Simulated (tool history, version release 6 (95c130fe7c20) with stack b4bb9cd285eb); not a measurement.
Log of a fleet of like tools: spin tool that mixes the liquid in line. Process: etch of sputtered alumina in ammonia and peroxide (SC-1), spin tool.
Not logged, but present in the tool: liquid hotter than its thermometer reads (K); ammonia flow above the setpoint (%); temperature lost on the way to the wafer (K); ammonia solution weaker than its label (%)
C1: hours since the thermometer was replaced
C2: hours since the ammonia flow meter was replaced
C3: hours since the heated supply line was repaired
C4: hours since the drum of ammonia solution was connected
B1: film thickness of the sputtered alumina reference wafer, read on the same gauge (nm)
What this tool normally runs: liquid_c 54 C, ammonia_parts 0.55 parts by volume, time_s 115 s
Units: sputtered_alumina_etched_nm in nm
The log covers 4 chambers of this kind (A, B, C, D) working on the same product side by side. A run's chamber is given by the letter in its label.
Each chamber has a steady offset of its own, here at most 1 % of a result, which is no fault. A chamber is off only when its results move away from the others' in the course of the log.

-- hour=2.2 chamber D: ammonia flow meter replaced
run 1D hour=11.4 | liquid_c=54 ammonia_parts=0.55 time_s=115 | C1=379.3 C2=9.3 C3=608.5 C4=400.2 | B1=120.03 | sputtered_alumina_etched_nm=9.7907
run 2C hour=27.5 | liquid_c=54 ammonia_parts=0.55 time_s=115 | C1=417.9 C2=1444.4 C3=332.9 C4=533.1 | B1=119.99 | sputtered_alumina_etched_nm=9.8787
run 3B hour=41.7 | liquid_c=54 ammonia_parts=0.55 time_s=115 | C1=1795.5 C2=1006.3 C3=1165.3 C4=640.6 | B1=119.99 | sputtered_alumina_etched_nm=9.9269
run 4A hour=57.2 | liquid_c=54 ammonia_parts=0.55 time_s=115 | C1=705.6 C2=337.1 C3=544.8 C4=620.6 | B1=120.01 | sputtered_alumina_etched_nm=9.7505
run 5D hour=71.3 | liquid_c=54 ammonia_parts=0.55 time_s=115 | C1=439.2 C2=69.2 C3=668.4 C4=460.1 | B1=119.99 | sputtered_alumina_etched_nm=9.8544
run 6A hour=82.5 | liquid_c=54 ammonia_parts=0.55 time_s=115 | C1=730.9 C2=362.4 C3=570.1 C4=645.9 | B1=119.97 | sputtered_alumina_etched_nm=9.8574
-- hour=91 chamber B: new drum of ammonia solution connected
run 7B hour=96.7 | liquid_c=54 ammonia_parts=0.3 time_s=175 | C1=1850.5 C2=1061.3 C3=1220.3 C4=5.7 | B1=120 | sputtered_alumina_etched_nm=14.293
-- hour=102.9 chamber C: ammonia flow meter replaced
run 8C hour=107.2 | liquid_c=54 ammonia_parts=0.3 time_s=175 | C1=497.6 C2=4.3 C3=412.6 C4=612.8 | B1=120 | sputtered_alumina_etched_nm=14.063
run 9B hour=121.9 | liquid_c=54 ammonia_parts=0.3 time_s=175 | C1=1875.7 C2=1086.5 C3=1245.5 C4=30.9 | B1=120.01 | sputtered_alumina_etched_nm=14.156
run 10C hour=131.5 | liquid_c=54 ammonia_parts=0.3 time_s=175 | C1=521.9 C2=28.6 C3=436.9 C4=637.1 | B1=119.99 | sputtered_alumina_etched_nm=14.32
run 11D hour=142.1 | liquid_c=54 ammonia_parts=0.55 time_s=115 | C1=510 C2=140 C3=739.2 C4=530.9 | B1=120 | sputtered_alumina_etched_nm=10.092
run 12A hour=153.2 | liquid_c=54 ammonia_parts=0.55 time_s=115 | C1=801.6 C2=433.1 C3=640.8 C4=716.6 | B1=119.99 | sputtered_alumina_etched_nm=10.02
-- hour=163.7 chamber C: new drum of ammonia solution connected
run 13B hour=165.6 | liquid_c=54 ammonia_parts=0.55 time_s=115 | C1=1919.4 C2=1130.2 C3=1289.2 C4=74.6 | B1=119.99 | sputtered_alumina_etched_nm=9.9947
run 14D hour=175.8 | liquid_c=54 ammonia_parts=0.55 time_s=115 | C1=543.7 C2=173.7 C3=772.9 C4=564.6 | B1=120 | sputtered_alumina_etched_nm=10.432
run 15C hour=186.9 | liquid_c=54 ammonia_parts=0.55 time_s=115 | C1=577.3 C2=84 C3=492.3 C4=23.2 | B1=120.03 | sputtered_alumina_etched_nm=9.9141
run 16A hour=198.6 | liquid_c=54 ammonia_parts=0.55 time_s=115 | C1=847 C2=478.5 C3=686.2 C4=762 | B1=120 | sputtered_alumina_etched_nm=9.7947
run 17C hour=209.3 | liquid_c=54 ammonia_parts=0.55 time_s=115 | C1=599.7 C2=106.4 C3=514.7 C4=45.6 | B1=120 | sputtered_alumina_etched_nm=10.023
run 18B hour=225.4 | liquid_c=54 ammonia_parts=0.55 time_s=115 | C1=1979.2 C2=1190 C3=1349 C4=134.4 | B1=119.99 | sputtered_alumina_etched_nm=9.7968
run 19D hour=233.2 | liquid_c=54 ammonia_parts=0.55 time_s=115 | C1=601.1 C2=231.1 C3=830.3 C4=622 | B1=120 | sputtered_alumina_etched_nm=10.418
run 20A hour=248.8 | liquid_c=54 ammonia_parts=0.55 time_s=115 | C1=897.2 C2=528.7 C3=736.4 C4=812.2 | B1=120 | sputtered_alumina_etched_nm=9.7099
run 21D hour=264.8 | liquid_c=54 ammonia_parts=0.55 time_s=115 | C1=632.7 C2=262.7 C3=861.9 C4=653.6 | B1=119.99 | sputtered_alumina_etched_nm=10.825
-- hour=269.9 chamber B: ammonia flow meter replaced
run 22C hour=272.7 | liquid_c=54 ammonia_parts=0.55 time_s=115 | C1=663.1 C2=169.8 C3=578.1 C4=109 | B1=120.01 | sputtered_alumina_etched_nm=9.9866
run 23B hour=280.6 | liquid_c=54 ammonia_parts=0.55 time_s=115 | C1=2034.4 C2=10.8 C3=1404.2 C4=189.6 | B1=120.02 | sputtered_alumina_etched_nm=10.17
run 24A hour=291.7 | liquid_c=54 ammonia_parts=0.55 time_s=115 | C1=940.1 C2=571.6 C3=779.3 C4=855.1 | B1=120 | sputtered_alumina_etched_nm=9.7784
run 25C hour=305 | liquid_c=54 ammonia_parts=0.55 time_s=115 | C1=695.4 C2=202.1 C3=610.4 C4=141.3 | B1=120 | sputtered_alumina_etched_nm=9.8043

The same settings go to every chamber for the next run, one line per chamber below. Forecast the results for each:
run 26A hour=317 | liquid_c=54 ammonia_parts=0.55 time_s=115 | sputtered_alumina_etched_nm=?
run 26B hour=317 | liquid_c=54 ammonia_parts=0.55 time_s=115 | sputtered_alumina_etched_nm=?
run 26C hour=317 | liquid_c=54 ammonia_parts=0.55 time_s=115 | sputtered_alumina_etched_nm=?
run 26D hour=317 | liquid_c=54 ammonia_parts=0.55 time_s=115 | sputtered_alumina_etched_nm=?

run=26A sputtered_alumina_etched_nm=9.8124
run=26B sputtered_alumina_etched_nm=9.8864
run=26C sputtered_alumina_etched_nm=10.003
run=26D sputtered_alumina_etched_nm=10.913
